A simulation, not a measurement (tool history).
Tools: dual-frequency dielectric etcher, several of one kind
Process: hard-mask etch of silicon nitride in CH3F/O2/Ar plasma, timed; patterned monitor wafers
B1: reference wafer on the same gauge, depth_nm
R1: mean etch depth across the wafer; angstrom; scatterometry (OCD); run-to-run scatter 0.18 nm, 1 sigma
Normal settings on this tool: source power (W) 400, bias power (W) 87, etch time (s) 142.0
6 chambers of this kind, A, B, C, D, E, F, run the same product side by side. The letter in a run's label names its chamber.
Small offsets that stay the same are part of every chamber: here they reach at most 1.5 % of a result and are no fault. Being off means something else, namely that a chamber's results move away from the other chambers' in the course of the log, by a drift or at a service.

{"run": "1E", "day": 0.333, "source power (W)": 400, "bias power (W)": 87, "etch time (s)": 142.0, "B1": 110.99, "R1": 1064.3}
{"run": "2A", "day": 0.625, "source power (W)": 400, "bias power (W)": 87, "etch time (s)": 142.0, "B1": 110.98, "R1": 1060.8}
{"run": "3F", "day": 0.858, "source power (W)": 400, "bias power (W)": 87, "etch time (s)": 142.0, "B1": 110.95, "R1": 1061.9}
{"run": "4D", "day": 1.188, "source power (W)": 400, "bias power (W)": 87, "etch time (s)": 142.0, "B1": 110.91, "R1": 1075.6}
{"run": "5C", "day": 1.562, "source power (W)": 400, "bias power (W)": 87, "etch time (s)": 142.0, "B1": 110.9, "R1": 1055.9}
{"day": 1.771, "done": "chamber D: bias power generator calibrated"}
{"run": "6B", "day": 1.854, "source power (W)": 400, "bias power (W)": 107, "etch time (s)": 123.5, "B1": 110.88, "R1": 991.51}
{"run": "7A", "day": 2.158, "source power (W)": 400, "bias power (W)": 107, "etch time (s)": 123.5, "B1": 110.85, "R1": 993.99}
{"run": "8E", "day": 2.358, "source power (W)": 400, "bias power (W)": 107, "etch time (s)": 123.5, "B1": 110.83, "R1": 999.12}
{"run": "9B", "day": 2.567, "source power (W)": 400, "bias power (W)": 107, "etch time (s)": 123.5, "B1": 110.82, "R1": 991.94}
{"run": "10D", "day": 2.938, "source power (W)": 400, "bias power (W)": 107, "etch time (s)": 123.5, "B1": 110.78, "R1": 1012.8}
{"run": "11C", "day": 3.242, "source power (W)": 400, "bias power (W)": 107, "etch time (s)": 123.5, "B1": 110.79, "R1": 985.11}
{"run": "12F", "day": 3.529, "source power (W)": 400, "bias power (W)": 87, "etch time (s)": 142.0, "B1": 110.79, "R1": 1056.4}
{"run": "13B", "day": 3.771, "source power (W)": 400, "bias power (W)": 87, "etch time (s)": 142.0, "B1": 110.78, "R1": 1060.3}
{"run": "14C", "day": 4.179, "source power (W)": 400, "bias power (W)": 109, "etch time (s)": 142.0, "B1": 110.67, "R1": 1141.0}
{"run": "15D", "day": 4.362, "source power (W)": 400, "bias power (W)": 109, "etch time (s)": 142.0, "B1": 110.74, "R1": 1165.5}
{"day": 4.667, "done": "chamber C: wet clean of the chamber"}
{"run": "16A", "day": 4.688, "source power (W)": 400, "bias power (W)": 109, "etch time (s)": 142.0, "B1": 110.72, "R1": 1149.5}
{"run": "17F", "day": 5.067, "source power (W)": 400, "bias power (W)": 109, "etch time (s)": 142.0, "B1": 110.68, "R1": 1147.1}
{"run": "18E", "day": 5.262, "source power (W)": 400, "bias power (W)": 109, "etch time (s)": 142.0, "B1": 110.66, "R1": 1153.2}
{"run": "19D", "day": 5.642, "source power (W)": 400, "bias power (W)": 109, "etch time (s)": 142.0, "B1": 110.58, "R1": 1168.2}
{"run": "20B", "day": 5.988, "source power (W)": 400, "bias power (W)": 87, "etch time (s)": 142.0, "B1": 110.59, "R1": 1061.3}
{"run": "21F", "day": 6.4, "source power (W)": 400, "bias power (W)": 94, "etch time (s)": 142.0, "B1": 110.6, "R1": 1088.0}
{"run": "22A", "day": 6.812, "source power (W)": 400, "bias power (W)": 94, "etch time (s)": 142.0, "B1": 110.55, "R1": 1088.4}
{"run": "23E", "day": 7.146, "source power (W)": 400, "bias power (W)": 94, "etch time (s)": 142.0, "B1": 110.5, "R1": 1092.1}
{"run": "24C", "day": 7.546, "source power (W)": 400, "bias power (W)": 94, "etch time (s)": 142.0, "B1": 110.5, "R1": 1077.2}
{"run": "25F", "day": 7.754, "source power (W)": 400, "bias power (W)": 94, "etch time (s)": 142.0, "B1": 110.5, "R1": 1088.8}
{"run": "26A", "day": 8.133, "source power (W)": 400, "bias power (W)": 94, "etch time (s)": 142.0, "B1": 110.43, "R1": 1086.8}
{"run": "27B", "day": 8.467, "source power (W)": 400, "bias power (W)": 87, "etch time (s)": 142.0, "B1": 110.45, "R1": 1054.5}
{"run": "28D", "day": 8.65, "source power (W)": 400, "bias power (W)": 87, "etch time (s)": 142.0, "B1": 110.47, "R1": 1072.3}
{"day": 8.871, "done": "chamber E: source power generator calibrated"}
{"run": "29C", "day": 8.988, "source power (W)": 400, "bias power (W)": 87, "etch time (s)": 142.0, "B1": 110.42, "R1": 1049.3}
{"run": "30E", "day": 9.329, "source power (W)": 400, "bias power (W)": 87, "etch time (s)": 142.0, "B1": 110.35, "R1": 1059.8}
{"run": "31C", "day": 9.558, "source power (W)": 400, "bias power (W)": 87, "etch time (s)": 142.0, "B1": 110.33, "R1": 1046.5}
{"run": "32F", "day": 9.792, "source power (W)": 400, "bias power (W)": 87, "etch time (s)": 142.0, "B1": 110.43, "R1": 1054.4}
{"run": "33A", "day": 10.058, "source power (W)": 400, "bias power (W)": 87, "etch time (s)": 142.0, "B1": 110.31, "R1": 1056.6}
{"day": 10.175, "done": "chamber E: wet clean of the chamber"}
{"run": "34E", "day": 10.404, "source power (W)": 400, "bias power (W)": 87, "etch time (s)": 142.0, "B1": 110.32, "R1": 1062.6}
{"run": "35B", "day": 10.679, "source power (W)": 400, "bias power (W)": 87, "etch time (s)": 142.0, "B1": 110.3, "R1": 1057.6}
{"run": "36D", "day": 10.908, "source power (W)": 400, "bias power (W)": 87, "etch time (s)": 142.0, "B1": 110.3, "R1": 1071.0}
{"run": "37E", "day": 11.154, "source power (W)": 400, "bias power (W)": 87, "etch time (s)": 142.0, "B1": 110.27, "R1": 1058.0}
{"run": "38D", "day": 11.454, "source power (W)": 400, "bias power (W)": 87, "etch time (s)": 142.0, "B1": 110.31, "R1": 1070.8}

For the next run the whole fleet of 6 chambers uses the same settings. Give each chamber's results:
{"run": "39A", "day": 11.754, "source power (W)": 400, "bias power (W)": 69, "etch time (s)": 142.0, "R1": "?"}
{"run": "39B", "day": 11.754, "source power (W)": 400, "bias power (W)": 69, "etch time (s)": 142.0, "R1": "?"}
{"run": "39C", "day": 11.754, "source power (W)": 400, "bias power (W)": 69, "etch time (s)": 142.0, "R1": "?"}
{"run": "39D", "day": 11.754, "source power (W)": 400, "bias power (W)": 69, "etch time (s)": 142.0, "R1": "?"}
{"run": "39E", "day": 11.754, "source power (W)": 400, "bias power (W)": 69, "etch time (s)": 142.0, "R1": "?"}
{"run": "39F", "day": 11.754, "source power (W)": 400, "bias power (W)": 69, "etch time (s)": 142.0, "R1": "?"}

run=39A R1=972.68
run=39B R1=973.05
run=39C R1=967.45
run=39D R1=986.46
run=39E R1=971.57
run=39F R1=972.38

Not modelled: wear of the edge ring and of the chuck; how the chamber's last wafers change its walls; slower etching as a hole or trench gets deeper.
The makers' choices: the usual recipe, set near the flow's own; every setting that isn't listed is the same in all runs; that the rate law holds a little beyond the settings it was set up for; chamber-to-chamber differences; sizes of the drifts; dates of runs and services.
